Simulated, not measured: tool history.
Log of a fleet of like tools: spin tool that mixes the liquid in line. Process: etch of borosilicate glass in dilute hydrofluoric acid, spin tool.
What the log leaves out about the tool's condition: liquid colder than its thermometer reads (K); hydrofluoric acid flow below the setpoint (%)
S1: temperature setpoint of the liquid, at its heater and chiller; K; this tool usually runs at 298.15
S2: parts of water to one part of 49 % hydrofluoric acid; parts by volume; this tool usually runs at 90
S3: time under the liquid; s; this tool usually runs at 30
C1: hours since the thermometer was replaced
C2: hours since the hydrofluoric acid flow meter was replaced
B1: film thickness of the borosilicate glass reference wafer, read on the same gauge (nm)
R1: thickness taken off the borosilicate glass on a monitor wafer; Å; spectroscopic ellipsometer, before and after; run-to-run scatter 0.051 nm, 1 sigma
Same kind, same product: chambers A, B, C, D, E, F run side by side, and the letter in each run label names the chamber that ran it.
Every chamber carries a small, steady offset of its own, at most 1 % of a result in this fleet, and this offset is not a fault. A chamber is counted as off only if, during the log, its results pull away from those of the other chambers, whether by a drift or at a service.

run 1C day=0.500 | S1=298.15 S2=90 S3=30 | C1=1360.0 C2=102.4 | B1=29.947 | R1=117.500
run 2F day=0.875 | S1=298.15 S2=90 S3=30 | C1=869.2 C2=887.8 | B1=29.994 | R1=118.570
-- day=1.471 chamber E: thermometer replaced
run 3A day=1.512 | S1=298.15 S2=90 S3=30 | C1=618.6 C2=1066.9 | B1=30.021 | R1=116.650
run 4E day=1.867 | S1=298.15 S2=90 S3=30 | C1=9.5 C2=632.8 | B1=30.034 | R1=117.670
run 5B day=2.162 | S1=298.15 S2=90 S3=30 | C1=199.0 C2=1492.2 | B1=29.980 | R1=116.920
run 6D day=2.767 | S1=298.15 S2=90 S3=30 | C1=87.6 C2=1266.7 | B1=30.026 | R1=116.870
run 7C day=3.129 | S1=298.15 S2=90 S3=30 | C1=1423.1 C2=165.5 | B1=29.994 | R1=116.570
run 8A day=3.696 | S1=298.15 S2=90 S3=30 | C1=671.0 C2=1119.3 | B1=29.970 | R1=118.250
run 9B day=3.996 | S1=298.15 S2=90 S3=30 | C1=243.0 C2=1536.2 | B1=29.970 | R1=116.350
run 10D day=4.625 | S1=298.15 S2=90 S3=30 | C1=132.2 C2=1311.3 | B1=30.001 | R1=116.790
run 11E day=5.221 | S1=298.15 S2=75 S3=20 | C1=90.0 C2=713.3 | B1=29.985 | R1=95.144
run 12F day=5.812 | S1=298.15 S2=75 S3=20 | C1=987.7 C2=1006.3 | B1=29.986 | R1=96.469
-- day=5.962 chamber F: hydrofluoric acid flow meter replaced
run 13E day=6.129 | S1=298.15 S2=75 S3=20 | C1=111.8 C2=735.1 | B1=30.012 | R1=94.966
run 14C day=6.708 | S1=298.15 S2=75 S3=20 | C1=1509.0 C2=251.4 | B1=29.990 | R1=95.449
run 15A day=7.271 | S1=298.15 S2=75 S3=20 | C1=756.8 C2=1205.1 | B1=30.013 | R1=94.901
run 16B day=7.771 | S1=298.15 S2=75 S3=20 | C1=333.6 C2=1626.8 | B1=30.001 | R1=95.555
run 17D day=8.154 | S1=296.15 S2=90 S3=30 | C1=216.9 C2=1396.0 | B1=29.978 | R1=107.990
run 18F day=8.833 | S1=296.15 S2=90 S3=30 | C1=1060.2 C2=68.9 | B1=29.970 | R1=109.060
-- day=9.154 chamber C: thermometer replaced
run 19F day=9.171 | S1=296.15 S2=90 S3=30 | C1=1068.3 C2=77.0 | B1=30.043 | R1=110.300
run 20E day=9.846 | S1=296.15 S2=90 S3=30 | C1=201.0 C2=824.3 | B1=30.010 | R1=108.650
run 21A day=10.238 | S1=296.15 S2=90 S3=30 | C1=828.0 C2=1276.3 | B1=29.973 | R1=107.570
run 22C day=10.875 | S1=296.15 S2=90 S3=30 | C1=41.4 C2=351.4 | B1=29.997 | R1=108.830
run 23D day=11.262 | S1=298.15 S2=90 S3=30 | C1=291.5 C2=1470.6 | B1=29.979 | R1=116.290
run 24B day=11.775 | S1=298.15 S2=90 S3=30 | C1=429.7 C2=1722.9 | B1=29.983 | R1=117.360
run 25D day=12.346 | S1=298.15 S2=90 S3=30 | C1=317.5 C2=1496.6 | B1=30.024 | R1=117.190
-- day=12.483 chamber E: hydrofluoric acid flow meter replaced
-- day=12.608 chamber F: thermometer replaced
-- day=12.742 chamber A: hydrofluoric acid flow meter replaced
run 26A day=12.912 | S1=298.15 S2=90 S3=30 | C1=892.2 C2=4.2 | B1=29.997 | R1=117.110
run 27C day=13.375 | S1=298.15 S2=90 S3=30 | C1=101.4 C2=411.4 | B1=29.999 | R1=116.910
run 28E day=14.038 | S1=298.15 S2=90 S3=30 | C1=301.6 C2=37.4 | B1=30.025 | R1=117.620
run 29F day=14.646 | S1=298.15 S2=90 S3=50 | C1=48.9 C2=208.4 | B1=29.973 | R1=196.600
run 30B day=15.275 | S1=298.15 S2=90 S3=50 | C1=513.7 C2=1806.9 | B1=30.019 | R1=196.300
run 31E day=15.633 | S1=298.15 S2=90 S3=50 | C1=339.9 C2=75.7 | B1=29.982 | R1=195.690
run 32A day=16.188 | S1=298.15 S2=90 S3=50 | C1=970.8 C2=82.8 | B1=29.987 | R1=195.420
run 33F day=16.583 | S1=298.15 S2=90 S3=50 | C1=95.4 C2=254.9 | B1=30.001 | R1=196.870
run 34B day=16.983 | S1=298.15 S2=90 S3=50 | C1=554.7 C2=1847.9 | B1=30.012 | R1=195.270
run 35C day=17.504 | S1=298.15 S2=90 S3=30 | C1=200.5 C2=510.5 | B1=30.013 | R1=116.820
run 36D day=17.871 | S1=298.15 S2=90 S3=20 | C1=450.1 C2=1629.2 | B1=30.021 | R1=77.042
run 37B day=18.533 | S1=298.15 S2=90 S3=20 | C1=591.9 C2=1885.1 | B1=30.033 | R1=77.820
run 38E day=19.088 | S1=298.15 S2=90 S3=20 | C1=422.8 C2=158.6 | B1=30.009 | R1=78.037
run 39A day=19.458 | S1=298.15 S2=90 S3=20 | C1=1049.3 C2=161.3 | B1=29.983 | R1=78.748
run 40D day=20.104 | S1=298.15 S2=90 S3=20 | C1=503.7 C2=1682.8 | B1=30.023 | R1=78.418

Each of the 6 chambers runs these same settings next. Fill in every chamber's results:
run 41A day=20.592 | S1=302.15 S2=90 S3=30 | R1=?
run 41B day=20.592 | S1=302.15 S2=90 S3=30 | R1=?
run 41C day=20.592 | S1=302.15 S2=90 S3=30 | R1=?
run 41D day=20.592 | S1=302.15 S2=90 S3=30 | R1=?
run 41E day=20.592 | S1=302.15 S2=90 S3=30 | R1=?
run 41F day=20.592 | S1=302.15 S2=90 S3=30 | R1=?

run=41A R1=135.820
run=41B R1=136.370
run=41C R1=135.510
run=41D R1=137.010
run=41E R1=137.620
run=41F R1=138.080
